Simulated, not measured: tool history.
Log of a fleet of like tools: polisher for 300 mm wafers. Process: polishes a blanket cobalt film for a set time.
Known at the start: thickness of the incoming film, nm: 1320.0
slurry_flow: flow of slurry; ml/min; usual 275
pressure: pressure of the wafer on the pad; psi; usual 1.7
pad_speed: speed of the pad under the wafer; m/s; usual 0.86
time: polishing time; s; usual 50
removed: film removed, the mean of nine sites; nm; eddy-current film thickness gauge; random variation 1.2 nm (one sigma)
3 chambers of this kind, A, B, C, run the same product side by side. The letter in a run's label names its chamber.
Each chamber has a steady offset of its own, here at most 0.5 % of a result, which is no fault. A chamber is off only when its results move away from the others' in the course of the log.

run   hour  slurry_flow  pressure  pad_speed  time  wafers polished on this pad  hours since the slurry nozzle was cleaned  hours since the head pressure was calibrated  removed
 1A    7.3          275       1.7       0.86    50                          491                                       30.4                                         624.6   159.15
 2C   15.4          275       1.7       0.86    50                          700                                      282.3                                         163.9   160.47
 3B   21.3          275       1.7       0.86    50                          893                                      637.5                                         246.6   160.72
      23.9  -- chamber B: slurry nozzle cleaned
 4B   27.6          275       1.7       0.86    50                          938                                        3.8                                         252.9   160.91
 5C   35.8          275       1.7       0.86    50                          848                                      302.7                                         184.3   158.92
        43  -- chamber A: worn pad replaced by a new one
 6A   43.2          275       1.4       0.64    50                            2                                       66.3                                         660.5   99.055
 7B   50.1          275       1.4       0.64    50                         1101                                       26.3                                         275.4   98.919
 8A   55.2          275       1.4       0.64    50                           88                                       78.3                                         672.5   96.912
 9C   59.2          275       1.7       0.86    50                         1017                                      326.1                                         207.7   158.73
10A   64.6          275       1.7       0.86    50                          157                                       87.7                                         681.9   161.19
11B   70.4          275       1.7       0.86    50                         1248                                       46.6                                         295.7   153.53
12C   77.9          275       1.7       0.86    50                         1153                                      344.8                                         226.4   159.89
13B   85.8          275       1.7       0.86    50                         1360                                         62                                         311.1   152.11
      93.1  -- chamber C: worn pad replaced by a new one
14A   93.2          225       1.7        0.6    50                          364                                      116.3                                         710.5   109.22
15C   97.3          225       1.7        0.6    50                           30                                      364.2                                         245.8   108.89
      98.1  -- chamber C: slurry nozzle cleaned
16B  101.7          225       1.7        0.6    50                         1475                                       77.9                                           327   103.65
17A  110.1          275       1.7       0.86    50                          486                                      133.2                                         727.4   157.37
18C  116.7          275       1.7       0.86    50                          171                                       18.6                                         265.2   159.11
19C  122.5          275       1.7       0.86    50                          213                                       24.4                                           271   159.24
20B    128          230       1.1       0.86    50                         1665                                      104.2                                         353.3   93.042

Next, every chamber runs the same settings. What will each give?
21A  134.4          275       1.7       0.86    67                                                                                                                              ?
21B  134.4          275       1.7       0.86    67                                                                                                                              ?
21C  134.4          275       1.7       0.86    67                                                                                                                              ?

run  removed
21A   215.34
21B   195.96
21C   213.14
